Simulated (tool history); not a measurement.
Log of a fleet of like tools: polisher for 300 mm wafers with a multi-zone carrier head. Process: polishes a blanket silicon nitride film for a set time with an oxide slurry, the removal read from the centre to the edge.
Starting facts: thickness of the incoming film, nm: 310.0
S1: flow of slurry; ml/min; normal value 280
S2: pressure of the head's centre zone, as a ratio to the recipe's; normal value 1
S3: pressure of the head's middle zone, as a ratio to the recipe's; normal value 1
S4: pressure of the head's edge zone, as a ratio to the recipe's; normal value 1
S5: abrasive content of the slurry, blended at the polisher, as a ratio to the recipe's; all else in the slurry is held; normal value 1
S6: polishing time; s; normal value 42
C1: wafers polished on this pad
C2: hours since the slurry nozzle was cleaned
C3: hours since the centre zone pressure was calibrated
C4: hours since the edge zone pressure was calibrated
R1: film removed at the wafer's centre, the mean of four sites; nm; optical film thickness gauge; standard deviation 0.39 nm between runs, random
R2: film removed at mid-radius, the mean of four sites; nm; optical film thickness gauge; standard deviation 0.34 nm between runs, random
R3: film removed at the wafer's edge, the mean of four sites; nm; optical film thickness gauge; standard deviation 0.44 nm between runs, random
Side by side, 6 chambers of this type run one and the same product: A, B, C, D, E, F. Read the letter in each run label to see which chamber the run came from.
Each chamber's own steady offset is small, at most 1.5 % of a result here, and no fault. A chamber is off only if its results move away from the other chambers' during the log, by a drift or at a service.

| run | hour | S1 | S2 | S3 | S4 | S5 | S6 | C1 | C2 | C3 | C4 | R1 | R2 | R3 |
|---|---|---|---|---|---|---|---|---|---|---|---|---|---|---|
|  | 5.4 | chamber B: worn pad replaced by a new one |
|  | 8.9 | chamber F: worn pad replaced by a new one |
| 1E | 14.1 | 280 | 1 | 1 | 1 | 1 | 42 | 920 | 308.6 | 40.3 | 38.1 | 29.141 | 29.798 | 28.885 |
|  | 25 | chamber D: worn pad replaced by a new one |
| 2C | 26.7 | 280 | 1 | 1 | 1 | 1 | 42 | 412 | 224.2 | 370.7 | 67 | 29.02 | 29.051 | 29.621 |
| 3D | 38.5 | 280 | 1 | 1 | 1 | 1 | 42 | 203 | 60.2 | 207.9 | 162.6 | 29.312 | 29.741 | 29.122 |
| 4B | 53 | 280 | 1 | 1 | 1 | 1 | 42 | 717 | 334.1 | 408.4 | 589.3 | 29.315 | 29.407 | 29.606 |
|  | 62.5 | chamber A: worn pad replaced by a new one |
| 5F | 64.7 | 280 | 1 | 1 | 1 | 1 | 42 | 840 | 211.7 | 262.6 | 416 | 28.331 | 28.625 | 29.532 |
| 6A | 72.8 | 280 | 1 | 1 | 1 | 1 | 42 | 154 | 409.6 | 463.8 | 1049.4 | 29.493 | 29.359 | 29.234 |
|  | 75.6 | chamber B: worn pad replaced by a new one |
| 7C | 80.9 | 280 | 1 | 1 | 1 | 1 | 42 | 1227 | 278.4 | 424.9 | 121.2 | 29.596 | 29.447 | 29.069 |
|  | 87.1 | chamber C: worn pad replaced by a new one |
| 8E | 89.2 | 280 | 1 | 1 | 1 | 1 | 42 | 2049 | 383.7 | 115.4 | 113.2 | 29.755 | 29.14 | 29.362 |
|  | 96.8 | chamber F: worn pad replaced by a new one |
| 9F | 100.6 | 280 | 1 | 1 | 1 | 1 | 42 | 58 | 247.6 | 298.5 | 451.9 | 28.828 | 29.254 | 30.195 |
|  | 108.1 | chamber B: slurry nozzle cleaned |
| 10A | 112.6 | 280 | 1 | 1 | 1 | 1 | 42 | 753 | 449.4 | 503.6 | 1089.2 | 29.877 | 29.574 | 28.572 |
|  | 116.2 | chamber D: worn pad replaced by a new one |
| 11D | 123.6 | 280 | 1 | 1 | 1 | 1 | 42 | 112 | 145.3 | 293 | 247.7 | 28.987 | 29.135 | 28.863 |
| 12B | 138.1 | 280 | 1 | 1.07 | 1 | 1 | 42 | 940 | 30.1 | 493.5 | 674.4 | 30.327 | 31.122 | 29.483 |
| 13C | 146.4 | 280 | 1 | 1.07 | 1 | 1 | 42 | 892 | 343.9 | 490.4 | 186.7 | 28.457 | 31.194 | 29.712 |
| 14A | 154.7 | 280 | 1 | 1.07 | 1 | 1 | 42 | 1386 | 491.5 | 545.7 | 1131.3 | 28.767 | 31.464 | 29.25 |
|  | 155 | chamber A: worn pad replaced by a new one |
|  | 158.1 | chamber B: worn pad replaced by a new one |
| 15D | 162.2 | 280 | 1 | 1.07 | 1 | 1 | 42 | 692 | 183.9 | 331.6 | 286.3 | 29.497 | 31.588 | 29.681 |
| 16F | 170.6 | 280 | 1 | 1.07 | 1 | 1 | 42 | 1110 | 317.6 | 368.5 | 521.9 | 28.831 | 31.452 | 30.181 |
|  | 173.2 | chamber C: worn pad replaced by a new one |
| 17B | 182.7 | 280 | 1 | 1.07 | 1 | 1 | 42 | 371 | 74.7 | 538.1 | 719 | 29.31 | 31.304 | 29.157 |
|  | 185.6 | chamber F: worn pad replaced by a new one |
| 18E | 190.7 | 280 | 1 | 1 | 1 | 1 | 42 | 3575 | 485.2 | 216.9 | 214.7 | 29.14 | 29.295 | 29.351 |
| 19B | 201.4 | 280 | 0.96 | 1 | 1 | 1 | 42 | 652 | 93.4 | 556.8 | 737.7 | 27.921 | 29.712 | 29.921 |
|  | 201.9 | chamber D: worn pad replaced by a new one |
|  | 212 | chamber A: slurry nozzle cleaned |
| 20D | 215.9 | 280 | 0.96 | 1 | 1 | 1 | 42 | 212 | 237.6 | 385.3 | 340 | 27.75 | 28.876 | 28.857 |
| 21F | 228.4 | 280 | 0.96 | 1 | 1 | 1 | 42 | 644 | 375.4 | 426.3 | 579.7 | 28.048 | 29.545 | 29.887 |
| 22A | 236.1 | 280 | 0.96 | 1 | 1 | 1 | 42 | 1220 | 24.2 | 627.1 | 1212.7 | 27.584 | 29.568 | 28.772 |
|  | 244.3 | chamber A: worn pad replaced by a new one |
|  | 245.9 | chamber C: worn pad replaced by a new one |
|  | 248 | chamber B: worn pad replaced by a new one |
| 23C | 248.5 | 280 | 0.96 | 1 | 1 | 1 | 42 | 39 | 446 | 592.5 | 288.8 | 27.788 | 29.499 | 29.086 |
|  | 262.7 | chamber F: worn pad replaced by a new one |
| 24E | 263.2 | 280 | 0.96 | 1 | 1 | 1 | 42 | 4665 | 557.7 | 289.4 | 287.2 | 26.905 | 28.563 | 27.69 |
| 25F | 276.1 | 280 | 1 | 1 | 1 | 1 | 42 | 202 | 423.1 | 474 | 627.4 | 29.129 | 29.44 | 29.283 |
|  | 280.5 | chamber B: edge zone pressure recalibrated |
| 26C | 282.7 | 280 | 1 | 1 | 1 | 1 | 42 | 553 | 480.2 | 626.7 | 323 | 29.738 | 29.254 | 29.35 |
|  | 284.1 | chamber D: slurry nozzle cleaned |
|  | 287.6 | chamber D: worn pad replaced by a new one |
| 27E | 296.3 | 280 | 1 | 1 | 1 | 1 | 42 | 5163 | 590.8 | 322.5 | 320.3 | 28.514 | 27.87 | 27.723 |
|  | 302.6 | chamber C: edge zone pressure recalibrated |
| 28B | 306.8 | 280 | 1 | 1 | 1 | 1 | 42 | 884 | 198.8 | 662.2 | 26.3 | 29.149 | 29.159 | 29.988 |
| 29A | 314.6 | 280 | 1 | 1 | 1 | 1 | 42 | 1057 | 102.7 | 705.6 | 1291.2 | 28.949 | 29.72 | 29.764 |
| 30D | 326.1 | 280 | 1.1 | 1 | 1 | 1 | 42 | 579 | 42.1 | 495.5 | 450.2 | 32.999 | 29.861 | 28.762 |
|  | 331.8 | chamber B: worn pad replaced by a new one |
| 31E | 333.2 | 280 | 1.1 | 1 | 1 | 1 | 42 | 5718 | 627.7 | 359.4 | 357.2 | 30.625 | 28.042 | 28.279 |
|  | 334.1 | chamber A: worn pad replaced by a new one |
|  | 336.6 | chamber C: worn pad replaced by a new one |
| 32B | 343.1 | 280 | 1.1 | 1 | 1 | 1 | 42 | 171 | 235.1 | 698.5 | 62.6 | 33.156 | 29.156 | 29.384 |
|  | 344.5 | chamber F: worn pad replaced by a new one |
|  | 352.4 | chamber C: slurry nozzle cleaned |
| 33D | 352.4 | 280 | 1.1 | 1 | 1 | 1 | 42 | 974 | 68.4 | 521.8 | 476.5 | 31.619 | 29.019 | 29.62 |
|  | 365.6 | chamber A: edge zone pressure recalibrated |
| 34C | 366.8 | 280 | 1.1 | 1 | 1 | 1 | 42 | 454 | 14.5 | 710.8 | 64.2 | 33.208 | 29.216 | 29.229 |
|  | 377.6 | chamber F: slurry nozzle cleaned |
| 35F | 380.3 | 280 | 1.1 | 1 | 1 | 1 | 42 | 539 | 2.8 | 578.2 | 731.6 | 31.987 | 29.585 | 29.8 |
| 36A | 391.2 | 280 | 1 | 1 | 1 | 1 | 42 | 860 | 179.3 | 782.2 | 25.6 | 29.55 | 29.662 | 28.597 |
| 37B | 399.3 | 280 | 1 | 1 | 1 | 1 | 42 | 1016 | 291.3 | 754.7 | 118.8 | 29.39 | 29.837 | 30.251 |
| 38C | 413 | 280 | 1 | 1 | 1.11 | 1 | 42 | 1149 | 60.7 | 757 | 110.4 | 28.535 | 28.718 | 30.777 |

Is one chamber off against the others, does the gauge drift, or is nothing wrong? If a chamber is off, say which, and what the likeliest cause is.

One chamber, E, drifts off from the rest bit by bit.
What lies behind it: removal rate lost through wear of the pad, % = 8.54.

Here are 4 candidates for chamber E's next run, each the usual settings with a change, their results left as question marks. Which one brings its results back in line with what the others give on the usual settings?
Allowed miss from the other chambers' usual-settings mean, per result, to count as in line: R1 1.4 nm; R2 1.2 nm; R3 1.5 nm
| 39E-1 | 423.7 | 280 | 1 | 1 | 1 | 1.05 | 45 |  |  |  |  | ? | ? | ? |
| 39E-2 | 423.7 | 285 | 1.01 | 1 | 1 | 1.05 | 49 |  |  |  |  | ? | ? | ? |
| 39E-3 | 423.7 | 275 | 0.99 | 1 | 0.99 | 0.95 | 36 |  |  |  |  | ? | ? | ? |
| 39E-4 | 423.7 | 280 | 1 | 1 | 1 | 0.95 | 39 |  |  |  |  | ? | ? | ? |

On the usual settings, the other chambers give on average: R1 29.299 nm; R2 29.379 nm; R3 29.467 nm
| run | R1 | R2 | R3 |
|---|---|---|---|
| 39E-1 | 29.012 | 29.346 | 29.284 |
| 39E-2 | 32.008 | 32.017 | 31.936 |
| 39E-3 | 21.901 | 22.405 | 22.248 |
| 39E-4 | 24.044 | 24.321 | 24.269 |
39E-1 brings the chamber back in line.

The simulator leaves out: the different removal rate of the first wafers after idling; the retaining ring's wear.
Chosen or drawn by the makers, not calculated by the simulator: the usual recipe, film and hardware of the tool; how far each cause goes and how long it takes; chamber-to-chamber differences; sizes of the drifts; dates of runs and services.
